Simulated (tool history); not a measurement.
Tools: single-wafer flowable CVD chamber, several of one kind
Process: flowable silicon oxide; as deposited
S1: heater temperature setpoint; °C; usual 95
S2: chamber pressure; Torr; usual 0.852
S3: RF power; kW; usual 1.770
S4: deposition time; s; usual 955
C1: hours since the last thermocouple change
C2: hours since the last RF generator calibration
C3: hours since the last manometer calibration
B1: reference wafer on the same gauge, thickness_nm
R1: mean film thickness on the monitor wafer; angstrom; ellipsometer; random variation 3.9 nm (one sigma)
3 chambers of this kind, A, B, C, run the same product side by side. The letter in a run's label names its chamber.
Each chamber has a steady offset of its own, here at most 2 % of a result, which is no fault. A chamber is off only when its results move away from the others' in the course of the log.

run	hour	S1	S2	S3	S4	C1	C2	C3	B1	R1
1A	7.5	95	0.852	1.770	955	2820.4	809.3	363.6	762.03	7334.1
2C	15.4	95	0.852	1.770	955	2307.0	1975.4	525.4	760.91	7219.8
3B	23.5	95	0.852	1.770	955	113.6	1064.1	922.1	759.98	7086.7
4A	30.1	95	0.852	1.770	955	2843.0	831.9	386.2	761.60	7354.8
5C	35.7	101	0.852	1.770	955	2327.3	1995.7	545.7	761.11	5871.1
6B	44.3	101	0.852	1.770	955	134.4	1084.9	942.9	760.83	5856.6
7C	50.4	101	0.852	1.770	955	2342.0	2010.4	560.4	760.47	5909.3
8A	59.3	95	0.852	1.770	955	2872.2	861.1	415.4	761.59	7293.6
9B	65.6	95	0.852	1.770	955	155.7	1106.2	964.2	760.17	7093.0
10C	73.1	95	0.852	1.770	955	2364.7	2033.1	583.1	760.66	7225.9
11B	77.9	82	0.852	1.770	955	168.0	1118.5	976.5	761.67	10601.0
12A	86.3	82	0.852	1.770	955	2899.2	888.1	442.4	761.07	11041.0
13C	93.0	82	0.852	1.770	955	2384.6	2053.0	603.0	761.21	10814.0
14B	100.7	95	0.852	1.770	955	190.8	1141.3	999.3	761.34	7080.1
15A	107.3	88	0.852	1.770	873	2920.2	909.1	463.4	761.51	8396.5
16B	113.6	88	0.852	1.770	873	203.7	1154.2	1012.2	761.06	8123.8
# hour 118.0: chamber B: RF generator calibrated
# hour 118.6: chamber A: thermocouple changed; heater temperature recalibrated
17C	120.1	88	0.852	1.770	873	2411.7	2080.1	630.1	761.50	8375.5
18A	129.9	95	0.852	1.770	955	11.4	931.7	486.0	761.16	6754.5
19A	137.2	95	0.852	1.770	955	18.7	939.0	493.3	760.97	6846.6
20B	142.8	95	0.852	1.770	955	232.9	24.8	1041.4	760.09	7105.1
# hour 144.2: chamber B: capacitance manometer re-zeroed and calibrated
21C	152.0	95	0.852	1.770	955	2443.6	2112.0	662.0	760.94	7223.8
22A	159.6	95	0.852	1.770	955	41.1	961.4	515.7	761.91	6792.8
23B	165.2	95	0.852	1.770	955	255.3	47.2	21.1	761.70	7187.1
24C	173.8	95	0.852	1.770	955	2465.4	2133.8	683.8	761.78	7325.9
# hour 174.6: chamber C: RF generator calibrated
25A	180.4	95	0.852	1.770	955	61.9	982.2	536.5	760.34	6838.7
26C	185.7	95	0.852	1.770	955	2477.3	11.1	695.7	761.25	7270.3
27B	193.0	95	0.852	1.770	955	283.1	75.0	48.9	760.68	7073.1
28B	200.4	95	0.852	1.975	955	290.5	82.4	56.3	760.52	7285.2
29C	210.4	95	0.852	1.975	955	2502.0	35.8	720.4	760.66	7402.2
30A	217.0	95	0.852	1.975	955	98.5	1018.8	573.1	761.09	6927.9
31A	226.0	95	0.852	1.770	955	107.5	1027.8	582.1	761.68	6848.3
32B	232.4	95	0.852	1.770	955	322.5	114.4	88.3	762.26	7124.1
33C	241.9	95	0.852	1.770	955	2533.5	67.3	751.9	761.84	7205.8
34C	250.7	95	1.042	1.770	1095	2542.3	76.1	760.7	761.05	10666.0

Next, every chamber runs the same settings. What will each give?
35A	258.1	95	0.852	1.770	955					?
35B	258.1	95	0.852	1.770	955					?
35C	258.1	95	0.852	1.770	955					?

run	R1
35A	6822.1
35B	7041.9
35C	7222.1
